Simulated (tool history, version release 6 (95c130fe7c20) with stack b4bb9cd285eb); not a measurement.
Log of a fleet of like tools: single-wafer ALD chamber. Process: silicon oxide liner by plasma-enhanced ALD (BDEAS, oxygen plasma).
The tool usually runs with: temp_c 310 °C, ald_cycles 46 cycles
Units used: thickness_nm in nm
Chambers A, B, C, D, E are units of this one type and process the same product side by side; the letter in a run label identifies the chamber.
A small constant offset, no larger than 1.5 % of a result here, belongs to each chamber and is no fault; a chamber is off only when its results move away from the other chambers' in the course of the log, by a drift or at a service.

run   hour  temp_c  ald_cycles  hours since the last thermocouple change  read-back reference wafer on the same gauge, thickness_nm  thickness_nm
 1B    2.9     310          46                                     584.3                                                     4.4886        4.2409
 2C    6.9     310          46                                    1162.6                                                     4.4886        4.1701
 3E   12.5     310          46                                    1416.0                                                     4.4875        4.2001
 4A   17.5     310          46                                     940.2                                                     4.4869        4.1909
 5D   21.7     310          46                                     862.4                                                     4.4854        4.2153
 6D   26.5     310          46                                     867.2                                                     4.4856        4.2097
 7C   31.9     310          46                                    1187.6                                                     4.4827        4.1538
 8A   36.4     310          46                                     959.1                                                     4.4815        4.2033
 9E   40.7     310          46                                    1444.2                                                     4.4802        4.1959
10B   43.9     310          46                                     625.3                                                     4.4789        4.2395
11B   48.2     310          46                                     629.6                                                     4.4803        4.2197
12A   50.9     310          46                                     973.6                                                     4.4799        4.1795
13D   55.5     310          46                                     896.2                                                     4.4805        4.2076
14E   60.9     310          46                                    1464.4                                                     4.4776        4.2092
15C   64.4     310          46                                    1220.1                                                     4.4759        4.1564
16D   70.4     299          46                                     911.1                                                     4.4744        4.2843
17B   75.9     299          46                                     657.3                                                     4.4734        4.2995
18E   81.6     299          46                                    1485.1                                                     4.4703        4.2723
19A   87.6     299          46                                    1010.3                                                     4.4719        4.2514
20C   91.6     299          46                                    1247.3                                                     4.4697        4.2316
21A   95.1     310          46                                    1017.8                                                     4.4706        4.1688
22C   99.8     310          46                                    1255.5                                                     4.4689        4.1485
23E  105.3     310          46                                    1508.8                                                     4.4672        4.1974
24B  110.7     310          46                                     692.1                                                     4.4665        4.2028
25D  114.2     310          46                                     954.9                                                     4.4658        4.2000
26E  117.8     310          46                                    1521.3                                                     4.4629        4.1852
27C  122.9     310          46                                    1278.6                                                     4.4645        4.1520
28D  125.6     310          46                                     966.3                                                     4.4642        4.1921
29A  131.3     310          46                                    1054.0                                                     4.4611        4.1713
30B  134.2     310          46                                     715.6                                                     4.4596        4.2168
31B  138.5     305          46                                     719.9                                                     4.4602        4.2347
32A  143.5     305          46                                    1066.2                                                     4.4595        4.2010

The same settings go to every chamber for the next run, one line per chamber below. Forecast the results for each:
33A  147.8     320          46                                                                                                                  ?
33B  147.8     320          46                                                                                                                  ?
33C  147.8     320          46                                                                                                                  ?
33D  147.8     320          46                                                                                                                  ?
33E  147.8     320          46                                                                                                                  ?

run  thickness_nm
33A        4.1005
33B        4.1308
33C        4.0873
33D        4.1535
33E        4.1291

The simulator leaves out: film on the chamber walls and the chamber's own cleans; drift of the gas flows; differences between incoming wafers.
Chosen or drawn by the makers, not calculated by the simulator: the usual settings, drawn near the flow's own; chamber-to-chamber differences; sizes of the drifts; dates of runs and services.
